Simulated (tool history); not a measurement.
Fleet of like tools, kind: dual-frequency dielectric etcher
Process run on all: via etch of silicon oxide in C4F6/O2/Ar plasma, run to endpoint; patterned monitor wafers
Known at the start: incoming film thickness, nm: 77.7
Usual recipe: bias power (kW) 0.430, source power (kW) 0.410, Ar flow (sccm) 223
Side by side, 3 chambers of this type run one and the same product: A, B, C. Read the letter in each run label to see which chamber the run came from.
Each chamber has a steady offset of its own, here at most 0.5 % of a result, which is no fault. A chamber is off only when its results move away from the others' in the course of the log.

run,hour,bias power (kW),source power (kW),Ar flow (sccm),endpoint time (s)
1C,8.1,0.430,0.410,223,17.223
2B,20.4,0.430,0.410,223,17.316
3A,33.5,0.430,0.410,223,17.295
4B,48.6,0.430,0.410,223,17.154
5A,59.6,0.430,0.410,223,17.430
6C,75.3,0.430,0.410,223,17.303
7A,88.0,0.430,0.410,223,17.326
8C,96.2,0.430,0.410,223,17.200
9B,109.1,0.430,0.410,223,17.230
# hour 119.2: chamber C: wet clean of the chamber
10B,123.4,0.430,0.410,223,17.258
11A,139.3,0.430,0.410,223,17.405
12C,154.6,0.430,0.410,223,17.240
13C,166.7,0.430,0.410,223,17.311
14B,175.3,0.430,0.410,223,17.279
15A,182.3,0.430,0.410,223,17.413
16A,197.2,0.337,0.410,260,19.244
17C,208.4,0.337,0.410,260,19.152
# hour 210.7: chamber A: Ar flow controller replaced
18B,218.8,0.337,0.410,260,19.161
19B,228.6,0.430,0.410,223,17.258
20A,238.2,0.430,0.410,188,17.203
21C,245.6,0.430,0.410,188,17.013
22A,255.7,0.430,0.410,188,17.131
23C,264.3,0.430,0.410,223,17.217
24B,274.9,0.430,0.410,223,17.321
25A,290.7,0.430,0.410,223,17.452
26B,305.0,0.430,0.410,223,17.251
27C,318.6,0.430,0.410,223,17.254
28A,327.4,0.430,0.410,223,17.672

Next, every chamber runs the same settings. What will each give?
29A,339.0,0.430,0.410,240,?
29B,339.0,0.430,0.410,240,?
29C,339.0,0.430,0.410,240,?

run,endpoint time (s)
29A,17.833
29B,17.353
29C,17.457
